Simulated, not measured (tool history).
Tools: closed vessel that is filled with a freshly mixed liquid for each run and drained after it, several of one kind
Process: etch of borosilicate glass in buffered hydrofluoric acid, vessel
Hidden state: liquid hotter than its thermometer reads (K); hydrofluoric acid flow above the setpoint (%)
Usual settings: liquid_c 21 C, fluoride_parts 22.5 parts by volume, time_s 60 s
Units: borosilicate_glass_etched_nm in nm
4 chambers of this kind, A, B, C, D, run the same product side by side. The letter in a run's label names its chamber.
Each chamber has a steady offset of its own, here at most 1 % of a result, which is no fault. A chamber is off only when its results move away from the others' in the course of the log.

run    day  liquid_c  fluoride_parts  time_s  hours since the thermometer was replaced  hours since the hydrofluoric acid flow meter was replaced  read-back film thickness of the borosilicate glass reference wafer, read on the same gauge (nm)  borosilicate_glass_etched_nm
 1C  0.146        21            22.5      60                                     866.4                                                     1066.4                                                                                           119.98                        28.863
 2B  0.325        21            22.5      60                                     744.7                                                       79.8                                                                                           120.01                        29.103
 3A  0.417        21            22.5      60                                     352.8                                                      514.7                                                                                           120.01                        30.234
 4D  0.604        21            22.5      60                                     934.9                                                     1191.0                                                                                           120.00                        29.458
 5C  0.750        21            22.5      60                                     880.9                                                     1080.9                                                                                           119.97                        29.434
 6B  0.958        21            22.5      60                                     759.9                                                       95.0                                                                                           119.97                        29.234
 7D  1.092        21            22.5      60                                     946.6                                                     1202.7                                                                                           119.99                        29.316
 8A  1.288        21            18.0      60                                     373.7                                                      535.6                                                                                           120.00                        35.868
 9D  1.392        21            18.0      60                                     953.8                                                     1209.9                                                                                           120.04                        35.299
10C  1.500        21            18.0      60                                     898.9                                                     1098.9                                                                                           119.98                        35.708
11A  1.592        21            18.0      60                                     381.0                                                      542.9                                                                                           120.01                        35.477
12B  1.767        21            22.5      60                                     779.3                                                      114.4                                                                                           119.99                        30.037
13B  1.929        21            22.5      60                                     783.2                                                      118.3                                                                                           119.96                        29.544
14D  2.075        21            22.5      60                                     970.2                                                     1226.3                                                                                           119.97                        29.369
15C  2.246        21            22.5      60                                     916.8                                                     1116.8                                                                                           119.99                        29.531
16A  2.358        21            22.5      60                                     399.4                                                      561.3                                                                                           119.99                        29.718
17C  2.492        21            22.5      60                                     922.7                                                     1122.7                                                                                           120.02                        30.284
18D  2.662        21            22.5      60                                     984.3                                                     1240.4                                                                                           119.98                        29.301
19B  2.825        21            22.5      60                                     804.7                                                      139.8                                                                                           119.98                        29.448
20A  2.921        21            22.5      60                                     412.9                                                      574.8                                                                                           120.01                        29.526
21B  3.058        21            22.5      60                                     810.3                                                      145.4                                                                                           120.01                        29.345
22D  3.196        21            22.5      60                                     997.1                                                     1253.2                                                                                           120.00                        29.079
23A  3.300        21            22.5      60                                     422.0                                                      583.9                                                                                           120.02                        29.998
24C  3.438        21            22.5      60                                     945.4                                                     1145.4                                                                                           119.98                        30.390
25C  3.533        21            22.5      60                                     947.7                                                     1147.7                                                                                           120.03                        30.623
26A  3.671        21            22.5      60                                     430.9                                                      592.8                                                                                           120.02                        29.757
27D  3.825        21            22.5      60                                    1012.2                                                     1268.3                                                                                           120.00                        29.033
28B  4.017        21            16.5      40                                     833.3                                                      168.4                                                                                           120.01                        26.154
29A  4.146        21            16.5      40                                     442.3                                                      604.2                                                                                           119.98                        26.415
30D  4.325        21            16.5      40                                    1024.2                                                     1280.3                                                                                           119.99                        25.756
31C  4.517        21            16.5      40                                     971.3                                                     1171.3                                                                                           120.00                        27.088
32B  4.717        21            22.5      60                                     850.1                                                      185.2                                                                                           119.99                        29.567

Is one chamber off against the others, does the gauge drift, or is nothing wrong? If a chamber is off, say which, and what the likeliest cause is.

Chamber C drifts away from the others.
Cause: liquid hotter than its thermometer reads (K) = 0.931.
The log may not tell that from: hydrofluoric acid flow above the setpoint (%).

Here are 4 candidates for chamber C's next run, each the usual settings with a change, their results left as question marks. Which one brings its results back in line with what the others give on the usual settings?
In line means no further than this from the other chambers' mean on the usual settings: borosilicate_glass_etched_nm 0.840 nm
33C-1  4.867      21.0            22.0      65                                                                                                                                                                                                                                   ?
33C-2  4.867      21.5            22.0      60                                                                                                                                                                                                                                   ?
33C-3  4.867      21.0            23.0      55                                                                                                                                                                                                                                   ?
33C-4  4.867      21.0            24.0      60                                                                                                                                                                                                                                   ?

The other chambers' mean on the usual settings: borosilicate_glass_etched_nm 29.553 nm
  run  borosilicate_glass_etched_nm
33C-1                        33.867
33C-2                        32.125
33C-3                        27.779
33C-4                        29.416
33C-4 brings the chamber back in line.

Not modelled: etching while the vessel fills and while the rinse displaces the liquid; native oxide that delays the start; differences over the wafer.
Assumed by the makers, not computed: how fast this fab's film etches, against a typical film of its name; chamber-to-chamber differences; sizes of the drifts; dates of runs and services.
